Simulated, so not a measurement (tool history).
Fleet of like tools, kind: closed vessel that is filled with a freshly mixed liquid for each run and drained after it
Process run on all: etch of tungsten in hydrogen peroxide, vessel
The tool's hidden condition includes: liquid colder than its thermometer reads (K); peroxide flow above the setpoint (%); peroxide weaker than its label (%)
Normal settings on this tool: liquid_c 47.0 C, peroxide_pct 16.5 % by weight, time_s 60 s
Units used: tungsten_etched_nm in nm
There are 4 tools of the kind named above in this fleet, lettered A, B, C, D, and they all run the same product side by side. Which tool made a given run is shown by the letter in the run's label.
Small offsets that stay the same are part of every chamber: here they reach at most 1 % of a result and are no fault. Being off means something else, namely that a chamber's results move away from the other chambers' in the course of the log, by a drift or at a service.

run,hour,liquid_c,peroxide_pct,time_s,hours since the thermometer was replaced,hours since the peroxide flow meter was replaced,hours since the drum of peroxide was connected,"read-back film thickness of the tungsten reference wafer, read on the same gauge (nm)",tungsten_etched_nm
1A,9.5,47.0,16.5,60,993.7,1357.8,645.5,70.024,125.720
# hour 18.4: chamber B: new drum of peroxide connected
2D,20.4,47.0,16.5,60,778.1,1923.1,217.8,69.989,127.970
3B,32.3,47.0,16.5,60,616.5,660.5,13.9,70.041,127.800
4C,41.8,47.0,16.5,60,348.1,1311.0,278.7,70.059,127.780
5B,49.4,47.0,16.5,60,633.6,677.6,31.0,70.032,128.520
# hour 58.8: chamber A: new drum of peroxide connected
6A,59.2,38.5,16.5,95,1043.4,1407.5,0.4,70.040,115.310
7C,70.4,38.5,16.5,95,376.7,1339.6,307.3,70.034,116.960
8D,82.7,38.5,16.5,95,840.4,1985.4,280.1,69.982,117.660
9A,90.1,38.5,16.5,95,1074.3,1438.4,31.3,70.023,114.920
10D,98.1,47.0,16.5,60,855.8,2000.8,295.5,69.961,126.320
11C,108.7,47.0,16.5,60,415.0,1377.9,345.6,70.019,127.970
12B,119.2,47.0,16.5,60,703.4,747.4,100.8,70.038,129.540
# hour 124.6: chamber A: peroxide flow meter replaced
13D,130.2,47.0,16.5,60,887.9,2032.9,327.6,70.013,126.140
# hour 134.7: chamber C: peroxide flow meter replaced
14C,141.9,47.0,16.5,60,448.2,7.3,378.8,69.990,127.270
15A,154.9,47.0,16.5,30,1139.1,30.4,96.1,70.048,63.036
16B,168.0,47.0,16.5,30,752.2,796.2,149.6,70.007,64.309
17C,178.0,47.0,16.5,30,484.3,43.4,414.9,69.960,63.978
# hour 181.7: chamber B: thermometer replaced
18D,188.9,47.0,16.5,30,946.6,2091.6,386.3,70.017,63.192
19A,195.7,47.0,16.5,60,1179.9,71.2,136.9,69.991,126.870
20B,204.8,47.0,16.5,60,23.1,833.0,186.4,69.964,128.020
21B,216.3,47.0,16.5,60,34.6,844.5,197.9,69.969,128.650
# hour 216.5: chamber D: new drum of peroxide connected
# hour 221.2: chamber C: new drum of peroxide connected
22D,226.4,47.0,16.5,60,984.1,2129.1,10.0,70.046,127.600
23C,235.0,47.0,16.5,60,541.3,100.4,13.8,69.996,126.780
24A,241.5,47.0,16.5,60,1225.7,117.0,182.7,69.990,126.830
25D,253.0,47.0,16.5,60,1010.7,2155.7,36.6,70.012,127.030
26A,259.7,47.0,16.5,60,1243.9,135.2,200.9,69.947,126.410
27B,269.1,47.0,16.5,60,87.4,897.3,250.7,69.958,128.000
28C,278.9,47.0,16.5,60,585.2,144.3,57.7,70.053,127.380
29C,289.5,47.0,16.5,60,595.8,154.9,68.3,69.964,127.640
30D,299.6,47.0,16.5,60,1057.3,2202.3,83.2,70.019,127.530
31A,308.7,47.0,16.5,60,1292.9,184.2,249.9,70.036,126.610
32B,319.8,47.0,14.5,60,138.1,948.0,301.4,70.018,120.960
33A,328.8,47.0,14.5,60,1313.0,204.3,270.0,70.019,118.410

Is one chamber off against the others, does the gauge drift, or is nothing wrong? If a chamber is off, say which, and what the likeliest cause is.

No chamber is off and the gauge is stable; the differences are just each chamber's small, constant offset.
